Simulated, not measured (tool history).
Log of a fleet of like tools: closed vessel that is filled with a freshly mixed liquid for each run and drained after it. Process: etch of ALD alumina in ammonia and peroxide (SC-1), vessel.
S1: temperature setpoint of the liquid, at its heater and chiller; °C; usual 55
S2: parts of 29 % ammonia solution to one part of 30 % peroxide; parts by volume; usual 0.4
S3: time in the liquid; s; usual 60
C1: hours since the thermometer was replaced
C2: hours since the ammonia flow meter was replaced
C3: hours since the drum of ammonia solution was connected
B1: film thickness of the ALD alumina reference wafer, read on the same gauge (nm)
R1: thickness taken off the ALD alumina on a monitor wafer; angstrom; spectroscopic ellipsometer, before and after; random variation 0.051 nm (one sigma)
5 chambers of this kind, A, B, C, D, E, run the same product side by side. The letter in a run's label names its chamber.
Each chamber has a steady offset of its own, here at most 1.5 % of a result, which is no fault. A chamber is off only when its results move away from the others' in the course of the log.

run,hour,S1,S2,S3,C1,C2,C3,B1,R1
1D,8.2,55,0.4,60,2165.9,87.7,485.2,139.99,53.942
2E,12.2,55,0.4,60,1406.7,277.9,405.2,140,54.212
3A,21.1,55,0.4,60,1206.7,1436.5,597.5,140,54.977
4C,28.6,55,0.4,60,613.7,472.7,268.7,139.99,54.095
5B,36.1,55,0.4,60,528.6,130.1,46.3,140.01,54.554
6D,43.2,55,0.25,80,2200.9,122.7,520.2,139.99,69.649
7C,47.5,55,0.25,80,632.6,491.6,287.6,140,70.413
8A,53.8,55,0.25,80,1239.4,1469.2,630.2,140.01,70.318
9E,59.4,55,0.25,80,1453.9,325.1,452.4,140.01,68.727
10B,68.5,55,0.25,80,561,162.5,78.7,140.01,68.066
11B,75.3,55,0.4,60,567.8,169.3,85.5,139.99,54.248
# hour 78: chamber E: new drum of ammonia solution connected
12C,83.8,55,0.4,60,668.9,527.9,323.9,139.99,54.092
13A,88.5,55,0.4,60,1274.1,1503.9,664.9,140.01,54.566
# hour 96.4: chamber C: ammonia flow meter replaced
14E,97.6,55,0.4,60,1492.1,363.3,19.7,140,54.347
15D,101.8,55,0.3,90,2259.5,181.3,578.8,140.01,80.088
16E,106.4,55,0.3,90,1500.9,372.1,28.5,139.99,78.757
17C,111.7,55,0.3,90,696.8,15.4,351.8,140,80.792
18B,116.8,55,0.3,90,609.3,210.8,127,140.01,79.037
19A,122.5,55,0.3,90,1308.1,1537.9,698.9,140.01,78.939
20D,130.2,55,0.5,60,2287.9,209.7,607.2,139.99,54.92
21D,139,55,0.5,60,2296.7,218.5,616,140,55.465
22E,143.4,55,0.5,60,1537.9,409.1,65.5,140.04,56.386
23C,152.6,55,0.5,60,737.7,56.3,392.7,140.01,54.592
24B,158.5,55,0.5,60,651,252.5,168.7,140.01,55.552
25A,163.8,55,0.4,60,1349.4,1579.2,740.2,140.01,53.283
26B,170.8,55,0.4,60,663.3,264.8,181,140.01,54.436
27A,178.3,55,0.25,50,1363.9,1593.7,754.7,140.01,41.85
28C,184.5,55,0.25,50,769.6,88.2,424.6,139.99,43.803
29D,188.9,55,0.25,50,2346.6,268.4,665.9,140,43.548
30E,196.2,55,0.25,50,1590.7,461.9,118.3,140.01,43.168
31C,201.7,55,0.25,50,786.8,105.4,441.8,139.99,43.255
32E,205.9,55,0.4,60,1600.4,471.6,128,140,55.078
33B,213.4,55,0.4,60,705.9,307.4,223.6,140.01,54.185
34A,221.9,55,0.4,60,1407.5,1637.3,798.3,140.01,52.203
35D,226.6,55,0.4,60,2384.3,306.1,703.6,140,54.663
36C,231.6,55,0.4,60,816.7,135.3,471.7,139.99,54.765
37A,236.7,55,0.4,60,1422.3,1652.1,813.1,139.99,50.966

Is one chamber off against the others, does the gauge drift, or is nothing wrong? If a chamber is off, say which, and what the likeliest cause is.

Chamber A drifts away from the others.
Cause: liquid colder than its thermometer reads (K) = 1.37.

Here are 4 candidates for chamber A's next run, each the usual settings with a change, their results left as question marks. Which one brings its results back in line with what the others give on the usual settings?
In line means no further than this from the other chambers' mean on the usual settings: R1 1.8 angstrom
38A-1,243.4,52.5,0.4,60,,,,,?
38A-2,243.4,55,0.7,60,,,,,?
38A-3,243.4,55,0.2,60,,,,,?
38A-4,243.4,56,0.4,65,,,,,?

The other chambers' mean on the usual settings: R1 54.423 angstrom
run,R1
38A-1,44.527
38A-2,53.819
38A-3,47.683
38A-4,58.322
38A-2 brings the chamber back in line.
